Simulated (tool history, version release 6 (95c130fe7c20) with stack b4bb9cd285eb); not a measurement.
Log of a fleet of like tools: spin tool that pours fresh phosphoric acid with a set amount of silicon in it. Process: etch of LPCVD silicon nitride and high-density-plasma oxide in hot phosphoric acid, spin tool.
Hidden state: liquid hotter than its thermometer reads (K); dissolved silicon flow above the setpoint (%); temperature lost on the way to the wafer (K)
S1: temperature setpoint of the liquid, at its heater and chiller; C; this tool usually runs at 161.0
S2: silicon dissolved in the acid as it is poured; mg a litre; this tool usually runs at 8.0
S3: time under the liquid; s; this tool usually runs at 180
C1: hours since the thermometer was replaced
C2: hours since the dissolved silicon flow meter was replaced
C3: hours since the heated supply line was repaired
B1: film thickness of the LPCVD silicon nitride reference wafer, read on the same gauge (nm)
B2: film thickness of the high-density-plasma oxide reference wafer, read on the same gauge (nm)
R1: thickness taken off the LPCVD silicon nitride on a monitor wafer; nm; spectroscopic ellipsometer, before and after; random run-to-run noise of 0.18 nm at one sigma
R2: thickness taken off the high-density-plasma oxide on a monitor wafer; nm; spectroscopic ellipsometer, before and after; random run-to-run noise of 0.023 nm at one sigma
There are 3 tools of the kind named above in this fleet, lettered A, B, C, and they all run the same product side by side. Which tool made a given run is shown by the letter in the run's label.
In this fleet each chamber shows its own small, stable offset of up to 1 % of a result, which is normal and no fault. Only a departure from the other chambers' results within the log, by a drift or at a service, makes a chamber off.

{"run": "1C", "hour": 6.8, "S1": 161.0, "S2": 8.0, "S3": 180, "C1": 419.5, "C2": 7.4, "C3": 80.8, "B1": 30.016, "B2": 139.99, "R1": 19.343, "R2": 0.62576}
{"run": "2A", "hour": 10.9, "S1": 161.0, "S2": 8.0, "S3": 180, "C1": 416.3, "C2": 1365.8, "C3": 608.2, "B1": 30.022, "B2": 139.98, "R1": 19.485, "R2": 0.59205}
{"run": "3B", "hour": 18.1, "S1": 161.0, "S2": 8.0, "S3": 180, "C1": 208.9, "C2": 18.8, "C3": 886.1, "B1": 30.0, "B2": 139.97, "R1": 19.233, "R2": 0.60089}
{"run": "4A", "hour": 25.7, "S1": 161.0, "S2": 8.0, "S3": 180, "C1": 431.1, "C2": 1380.6, "C3": 623.0, "B1": 29.984, "B2": 139.97, "R1": 19.364, "R2": 0.55326}
{"run": "5C", "hour": 32.6, "S1": 161.0, "S2": 8.0, "S3": 180, "C1": 445.3, "C2": 33.2, "C3": 106.6, "B1": 29.988, "B2": 139.99, "R1": 18.929, "R2": 0.5931}
{"hour": 34.5, "done": "chamber A: dissolved silicon flow meter replaced"}
{"run": "6B", "hour": 37.8, "S1": 161.0, "S2": 8.0, "S3": 180, "C1": 228.6, "C2": 38.5, "C3": 905.8, "B1": 29.994, "B2": 140.0, "R1": 18.939, "R2": 0.63756}
{"run": "7C", "hour": 41.6, "S1": 161.0, "S2": 8.0, "S3": 180, "C1": 454.3, "C2": 42.2, "C3": 115.6, "B1": 30.003, "B2": 140.01, "R1": 19.032, "R2": 0.63049}
{"run": "8B", "hour": 48.3, "S1": 161.0, "S2": 8.0, "S3": 180, "C1": 239.1, "C2": 49.0, "C3": 916.3, "B1": 29.992, "B2": 140.0, "R1": 19.01, "R2": 0.61104}
{"run": "9A", "hour": 54.4, "S1": 161.0, "S2": 8.0, "S3": 180, "C1": 459.8, "C2": 20.0, "C3": 651.7, "B1": 29.997, "B2": 140.02, "R1": 19.288, "R2": 0.59172}
{"run": "10C", "hour": 60.7, "S1": 161.0, "S2": 8.0, "S3": 180, "C1": 473.4, "C2": 61.3, "C3": 134.7, "B1": 29.993, "B2": 139.98, "R1": 19.059, "R2": 0.60624}
{"run": "11B", "hour": 66.6, "S1": 161.0, "S2": 8.0, "S3": 180, "C1": 257.4, "C2": 67.3, "C3": 934.6, "B1": 30.02, "B2": 140.02, "R1": 19.291, "R2": 0.60398}
{"run": "12A", "hour": 73.2, "S1": 161.0, "S2": 8.0, "S3": 180, "C1": 478.6, "C2": 38.8, "C3": 670.5, "B1": 30.003, "B2": 139.98, "R1": 19.759, "R2": 0.62557}
{"run": "13B", "hour": 77.7, "S1": 161.0, "S2": 8.0, "S3": 180, "C1": 268.5, "C2": 78.4, "C3": 945.7, "B1": 30.014, "B2": 139.99, "R1": 19.391, "R2": 0.55783}
{"run": "14C", "hour": 83.3, "S1": 161.0, "S2": 8.0, "S3": 180, "C1": 496.0, "C2": 83.9, "C3": 157.3, "B1": 29.996, "B2": 140.01, "R1": 18.918, "R2": 0.64889}
{"run": "15A", "hour": 88.8, "S1": 161.0, "S2": 8.0, "S3": 180, "C1": 494.2, "C2": 54.4, "C3": 686.1, "B1": 30.012, "B2": 139.99, "R1": 19.759, "R2": 0.68437}
{"run": "16C", "hour": 94.1, "S1": 161.0, "S2": 8.0, "S3": 180, "C1": 506.8, "C2": 94.7, "C3": 168.1, "B1": 29.991, "B2": 139.99, "R1": 18.978, "R2": 0.62737}
{"run": "17A", "hour": 101.5, "S1": 158.5, "S2": 2.5, "S3": 180, "C1": 506.9, "C2": 67.1, "C3": 698.8, "B1": 30.014, "B2": 139.99, "R1": 18.777, "R2": 0.63988}
{"run": "18B", "hour": 109.1, "S1": 158.5, "S2": 2.5, "S3": 180, "C1": 299.9, "C2": 109.8, "C3": 977.1, "B1": 30.02, "B2": 139.98, "R1": 17.849, "R2": 0.56668}
{"run": "19B", "hour": 113.0, "S1": 158.5, "S2": 2.5, "S3": 180, "C1": 303.8, "C2": 113.7, "C3": 981.0, "B1": 29.997, "B2": 140.04, "R1": 17.505, "R2": 0.57194}
{"run": "20C", "hour": 118.7, "S1": 161.0, "S2": 8.0, "S3": 125, "C1": 531.4, "C2": 119.3, "C3": 192.7, "B1": 30.005, "B2": 140.01, "R1": 13.222, "R2": 0.40204}

One chamber off, gauge drift, or nothing amiss beyond the chambers' own small offsets? If it is a chamber, which one, and what is the likeliest cause?

Little by little, chamber A moves away from the other chambers.
Most likely cause: liquid hotter than its thermometer reads (K) = 2.11.

Which of the 4 candidates below, each the usual settings with something changed and its results left as question marks, puts chamber A back in line with what the other chambers give on the usual settings?
Maximum distance from the other chambers' mean on the usual settings for a result to count as in line: R1 0.640 nm; R2 0.08100 nm
{"run": "21A-1", "hour": 124.3, "S1": 160.0, "S2": 10.0, "S3": 170, "R1": "?", "R2": "?"}
{"run": "21A-2", "hour": 124.3, "S1": 161.0, "S2": 8.5, "S3": 175, "R1": "?", "R2": "?"}
{"run": "21A-3", "hour": 124.3, "S1": 162.0, "S2": 6.0, "S3": 190, "R1": "?", "R2": "?"}
{"run": "21A-4", "hour": 124.3, "S1": 161.0, "S2": 7.5, "S3": 185, "R1": "?", "R2": "?"}

On the usual settings, the other chambers give on average: R1 19.153 nm; R2 0.60433 nm
run=21A-1 R1=18.953 R2=0.58459
run=21A-2 R1=20.169 R2=0.66908
run=21A-3 R1=22.641 R2=0.82395
run=21A-4 R1=21.322 R2=0.72252
The answer is 21A-1, which returns the chamber to within the allowed miss of the others.
